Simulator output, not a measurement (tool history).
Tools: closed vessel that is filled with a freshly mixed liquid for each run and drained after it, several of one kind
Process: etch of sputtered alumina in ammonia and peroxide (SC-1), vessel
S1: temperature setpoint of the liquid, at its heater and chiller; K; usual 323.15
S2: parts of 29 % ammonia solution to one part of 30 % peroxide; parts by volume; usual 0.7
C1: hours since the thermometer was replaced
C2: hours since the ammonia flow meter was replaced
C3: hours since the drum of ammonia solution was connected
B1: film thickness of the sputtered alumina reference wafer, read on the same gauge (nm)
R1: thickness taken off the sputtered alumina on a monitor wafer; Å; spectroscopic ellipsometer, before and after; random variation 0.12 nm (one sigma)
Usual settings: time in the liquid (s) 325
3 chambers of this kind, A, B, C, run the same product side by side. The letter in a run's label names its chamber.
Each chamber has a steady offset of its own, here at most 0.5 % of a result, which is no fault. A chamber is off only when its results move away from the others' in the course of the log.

run 1B day=0.288 | S1=323.15 S2=0.7 time_in_the_liquid_(s)=325 | C1=494.7 C2=1178 C3=647.6 | B1=29.984 | R1=166.36
run 2A day=0.512 | S1=323.15 S2=0.7 time_in_the_liquid_(s)=325 | C1=3199.4 C2=242.7 C3=90.1 | B1=30.007 | R1=169.19
run 3C day=0.783 | S1=323.15 S2=0.7 time_in_the_liquid_(s)=325 | C1=1538.8 C2=1264.4 C3=837.8 | B1=29.985 | R1=166.68
run 4A day=1.046 | S1=323.15 S2=0.7 time_in_the_liquid_(s)=325 | C1=3212.2 C2=255.5 C3=102.9 | B1=30.045 | R1=169.64
run 5C day=1.242 | S1=323.15 S2=0.7 time_in_the_liquid_(s)=325 | C1=1549.8 C2=1275.4 C3=848.8 | B1=30.015 | R1=168.84
run 6B day=1.488 | S1=323.15 S2=0.7 time_in_the_liquid_(s)=325 | C1=523.5 C2=1206.8 C3=676.4 | B1=30.004 | R1=168.56
run 7C day=1.683 | S1=323.15 S2=0.7 time_in_the_liquid_(s)=325 | C1=1560.4 C2=1286 C3=859.4 | B1=29.984 | R1=169.38
run 8A day=1.938 | S1=323.15 S2=0.7 time_in_the_liquid_(s)=325 | C1=3233.6 C2=276.9 C3=124.3 | B1=30.013 | R1=166.75
run 9B day=2.292 | S1=323.15 S2=0.7 time_in_the_liquid_(s)=325 | C1=542.8 C2=1226.1 C3=695.7 | B1=30.032 | R1=165.86
run 10C day=2.546 | S1=323.15 S2=0.7 time_in_the_liquid_(s)=325 | C1=1581.1 C2=1306.7 C3=880.1 | B1=29.997 | R1=167.45
-- day=2.812 chamber B: ammonia flow meter replaced
run 11B day=2.821 | S1=323.15 S2=0.7 time_in_the_liquid_(s)=325 | C1=555.5 C2=0.2 C3=708.4 | B1=30.017 | R1=165.3
run 12A day=3.021 | S1=323.15 S2=0.7 time_in_the_liquid_(s)=325 | C1=3259.6 C2=302.9 C3=150.3 | B1=29.966 | R1=169.41
run 13B day=3.292 | S1=323.15 S2=0.7 time_in_the_liquid_(s)=325 | C1=566.8 C2=11.5 C3=719.7 | B1=29.988 | R1=166.68
run 14A day=3.642 | S1=323.15 S2=0.7 time_in_the_liquid_(s)=325 | C1=3274.5 C2=317.8 C3=165.2 | B1=30.018 | R1=166.35
-- day=3.808 chamber C: ammonia flow meter replaced
run 15C day=3.983 | S1=323.15 S2=0.7 time_in_the_liquid_(s)=325 | C1=1615.6 C2=4.2 C3=914.6 | B1=29.982 | R1=166.26
run 16C day=4.212 | S1=323.15 S2=0.7 time_in_the_liquid_(s)=325 | C1=1621.1 C2=9.7 C3=920.1 | B1=29.97 | R1=166.52
-- day=4.304 chamber A: thermometer replaced
run 17B day=4.388 | S1=333.15 S2=0.7 time_in_the_liquid_(s)=325 | C1=593.1 C2=37.8 C3=746 | B1=29.981 | R1=283.25
run 18A day=4.75 | S1=333.15 S2=0.7 time_in_the_liquid_(s)=325 | C1=10.7 C2=344.4 C3=191.8 | B1=30.048 | R1=284.15
run 19C day=5.083 | S1=333.15 S2=0.7 time_in_the_liquid_(s)=325 | C1=1642 C2=30.6 C3=941 | B1=29.989 | R1=275.66
run 20B day=5.317 | S1=331.15 S2=0.7 time_in_the_liquid_(s)=325 | C1=615.4 C2=60.1 C3=768.3 | B1=29.946 | R1=256.69
run 21A day=5.638 | S1=331.15 S2=0.7 time_in_the_liquid_(s)=325 | C1=32 C2=365.7 C3=213.1 | B1=29.95 | R1=254.44
run 22A day=5.862 | S1=331.15 S2=0.7 time_in_the_liquid_(s)=325 | C1=37.4 C2=371.1 C3=218.5 | B1=29.979 | R1=258.22
-- day=6.038 chamber C: new drum of ammonia solution connected
run 23C day=6.204 | S1=323.15 S2=0.7 time_in_the_liquid_(s)=325 | C1=1668.9 C2=57.5 C3=4.1 | B1=29.966 | R1=164.09
run 24B day=6.567 | S1=323.15 S2=0.7 time_in_the_liquid_(s)=325 | C1=645.4 C2=90.1 C3=798.3 | B1=29.959 | R1=166.21
-- day=6.7 chamber B: thermometer replaced
run 25A day=6.925 | S1=323.15 S2=0.7 time_in_the_liquid_(s)=325 | C1=62.9 C2=396.6 C3=244 | B1=29.986 | R1=168.73
run 26B day=7.133 | S1=323.15 S2=0.35 time_in_the_liquid_(s)=325 | C1=10.5 C2=103.7 C3=811.9 | B1=30.007 | R1=156.88
run 27C day=7.45 | S1=323.15 S2=0.35 time_in_the_liquid_(s)=325 | C1=1698.8 C2=87.4 C3=34 | B1=29.996 | R1=153.49
run 28B day=7.775 | S1=323.15 S2=0.35 time_in_the_liquid_(s)=325 | C1=25.9 C2=119.1 C3=827.3 | B1=29.96 | R1=157.98
run 29C day=8.075 | S1=323.15 S2=0.7 time_in_the_liquid_(s)=325 | C1=1713.8 C2=102.4 C3=49 | B1=29.982 | R1=162.74
run 30A day=8.317 | S1=314.65 S2=0.7 time_in_the_liquid_(s)=325 | C1=96.3 C2=430 C3=277.4 | B1=29.991 | R1=102.97
run 31B day=8.688 | S1=314.65 S2=0.7 time_in_the_liquid_(s)=325 | C1=47.8 C2=141 C3=849.2 | B1=30.032 | R1=104.06
run 32C day=8.971 | S1=314.65 S2=0.7 time_in_the_liquid_(s)=325 | C1=1735.3 C2=123.9 C3=70.5 | B1=29.941 | R1=100.42
run 33A day=9.133 | S1=323.15 S2=0.7 time_in_the_liquid_(s)=325 | C1=115.9 C2=449.6 C3=297 | B1=30.027 | R1=167.05
run 34C day=9.338 | S1=313.65 S2=0.4 time_in_the_liquid_(s)=325 | C1=1744.1 C2=132.7 C3=79.3 | B1=30.005 | R1=88.92
run 35A day=9.592 | S1=313.65 S2=0.4 time_in_the_liquid_(s)=325 | C1=126.9 C2=460.6 C3=308 | B1=30.024 | R1=93.148
run 36B day=9.783 | S1=313.65 S2=0.4 time_in_the_liquid_(s)=325 | C1=74.1 C2=167.3 C3=875.5 | B1=29.998 | R1=91.996
run 37A day=10.092 | S1=323.15 S2=0.7 time_in_the_liquid_(s)=325 | C1=138.9 C2=472.6 C3=320 | B1=30.015 | R1=168.98
run 38C day=10.292 | S1=323.15 S2=0.7 time_in_the_liquid_(s)=325 | C1=1767 C2=155.6 C3=102.2 | B1=29.967 | R1=159.93
run 39B day=10.488 | S1=323.15 S2=0.7 time_in_the_liquid_(s)=325 | C1=91 C2=184.2 C3=892.4 | B1=30.003 | R1=164.92
run 40B day=10.808 | S1=323.15 S2=0.7 time_in_the_liquid_(s)=325 | C1=98.7 C2=191.9 C3=900.1 | B1=29.995 | R1=166.74
run 41A day=11.133 | S1=323.15 S2=0.7 time_in_the_liquid_(s)=325 | C1=163.9 C2=497.6 C3=345 | B1=30.013 | R1=169.19
run 42C day=11.35 | S1=323.15 S2=0.7 time_in_the_liquid_(s)=170 | C1=1792.4 C2=181 C3=127.6 | B1=30.011 | R1=82.449
run 43C day=11.633 | S1=323.15 S2=0.7 time_in_the_liquid_(s)=170 | C1=1799.2 C2=187.8 C3=134.4 | B1=29.995 | R1=82.864

All 3 chambers run these settings next. Forecast each chamber's results:
run 44A day=11.904 | S1=323.15 S2=0.7 time_in_the_liquid_(s)=325 | R1=?
run 44B day=11.904 | S1=323.15 S2=0.7 time_in_the_liquid_(s)=325 | R1=?
run 44C day=11.904 | S1=323.15 S2=0.7 time_in_the_liquid_(s)=325 | R1=?

run=44A R1=169.13
run=44B R1=166.62
run=44C R1=158.89
